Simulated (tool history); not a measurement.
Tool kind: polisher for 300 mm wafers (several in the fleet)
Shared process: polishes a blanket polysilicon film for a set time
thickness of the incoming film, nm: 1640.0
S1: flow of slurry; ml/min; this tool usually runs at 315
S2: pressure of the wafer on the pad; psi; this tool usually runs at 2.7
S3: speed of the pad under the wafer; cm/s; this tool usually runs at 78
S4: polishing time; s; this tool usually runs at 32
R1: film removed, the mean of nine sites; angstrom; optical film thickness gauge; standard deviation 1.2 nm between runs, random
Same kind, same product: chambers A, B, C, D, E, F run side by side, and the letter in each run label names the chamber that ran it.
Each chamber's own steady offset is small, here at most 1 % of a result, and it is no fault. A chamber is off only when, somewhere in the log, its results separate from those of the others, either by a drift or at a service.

run	hour	S1	S2	S3	S4	R1
# hour 1.4: chamber C: worn pad replaced by a new one
1D	11.4	315	2.7	78	32	1708.4
2C	18.9	315	2.7	78	32	1681.2
3B	31.2	315	2.7	78	32	1703.3
# hour 39.5: chamber D: worn pad replaced by a new one
4A	44.2	315	2.7	78	32	1685.3
# hour 48.8: chamber B: worn pad replaced by a new one
# hour 54.5: chamber C: slurry nozzle cleaned
5E	56.1	315	2.7	78	32	1684.8
6F	63.5	315	2.7	78	32	1681.3
# hour 63.8: chamber F: worn pad replaced by a new one
# hour 67.4: chamber A: worn pad replaced by a new one
# hour 75.7: chamber C: worn pad replaced by a new one
# hour 77.1: chamber E: worn pad replaced by a new one
7B	78.4	315	2.7	78	32	1718.1
8A	93.4	315	2.7	60	32	1309.1
9D	104.3	315	2.7	60	32	1292.8
10E	117.2	315	2.7	60	32	1310.2
# hour 124.8: chamber B: worn pad replaced by a new one
# hour 125.1: chamber D: worn pad replaced by a new one
11F	128.3	315	2.7	60	32	1313.5
12C	138.1	315	2.7	60	32	1306.9
# hour 138.9: chamber F: worn pad replaced by a new one
13D	149.4	315	2.7	60	32	1297
# hour 155.2: chamber A: worn pad replaced by a new one
# hour 158.5: chamber C: worn pad replaced by a new one
14C	163.5	315	2.7	78	32	1693.7
# hour 169.2: chamber E: worn pad replaced by a new one
15E	177.4	315	2.7	78	32	1693.3
16F	191.9	315	2.7	86	41	2383.6
# hour 194.2: chamber B: worn pad replaced by a new one
17B	198.7	315	2.7	86	41	2392.9
# hour 206.6: chamber D: worn pad replaced by a new one
# hour 207: chamber A: head pressure recalibrated
18A	209.4	315	2.7	86	41	2617.4
19C	218.3	315	2.7	86	41	2379.5
# hour 224.7: chamber E: head pressure recalibrated
# hour 225.6: chamber F: worn pad replaced by a new one
# hour 231.3: chamber C: worn pad replaced by a new one
20D	231.8	315	2.7	86	41	2374.7
# hour 233.2: chamber A: worn pad replaced by a new one
21A	241.4	315	2.7	86	41	2584.9
22E	250.9	315	2.7	78	32	1712.5
23F	260	315	2.7	78	32	1688.3
# hour 260.9: chamber E: worn pad replaced by a new one
24B	268.4	315	2.7	78	32	1706.4
# hour 277.7: chamber D: head pressure recalibrated
# hour 278.8: chamber D: slurry nozzle cleaned
25F	281.9	315	2.7	78	32	1683.7
# hour 282.6: chamber B: worn pad replaced by a new one
26A	292.4	315	2.7	78	32	1854.6
# hour 294.6: chamber D: worn pad replaced by a new one
# hour 295.9: chamber F: worn pad replaced by a new one
# hour 297.6: chamber F: slurry nozzle cleaned
27E	299.3	315	2.1	78	32	1307
# hour 302.3: chamber C: head pressure recalibrated
# hour 306.2: chamber A: worn pad replaced by a new one
28C	307.3	315	2.1	78	32	1296.3
# hour 319.8: chamber C: worn pad replaced by a new one
29D	319.9	315	2.1	78	32	1309.1
30B	335.2	315	2.1	78	32	1320
# hour 337.9: chamber C: slurry nozzle cleaned
# hour 343.2: chamber E: worn pad replaced by a new one
# hour 346.2: chamber B: head pressure recalibrated
31F	347.4	315	2.1	78	32	1325.1
# hour 349.9: chamber B: worn pad replaced by a new one
32D	355.1	315	2.1	78	32	1315.4
# hour 360.8: chamber B: slurry nozzle cleaned
33C	363.9	350	2.7	78	32	1706.5
34E	371.8	350	2.7	78	32	1710.2
# hour 373: chamber A: worn pad replaced by a new one
35B	383	350	2.7	78	32	1732.9
36A	390.1	350	2.7	78	32	1836.8

Each of the 6 chambers runs these same settings next. Fill in every chamber's results:
37A	401	315	2.7	78	32	?
37B	401	315	2.7	78	32	?
37C	401	315	2.7	78	32	?
37D	401	315	2.7	78	32	?
37E	401	315	2.7	78	32	?
37F	401	315	2.7	78	32	?

run	R1
37A	1857
37B	1714.2
37C	1718.4
37D	1698.8
37E	1697.2
37F	1692.6
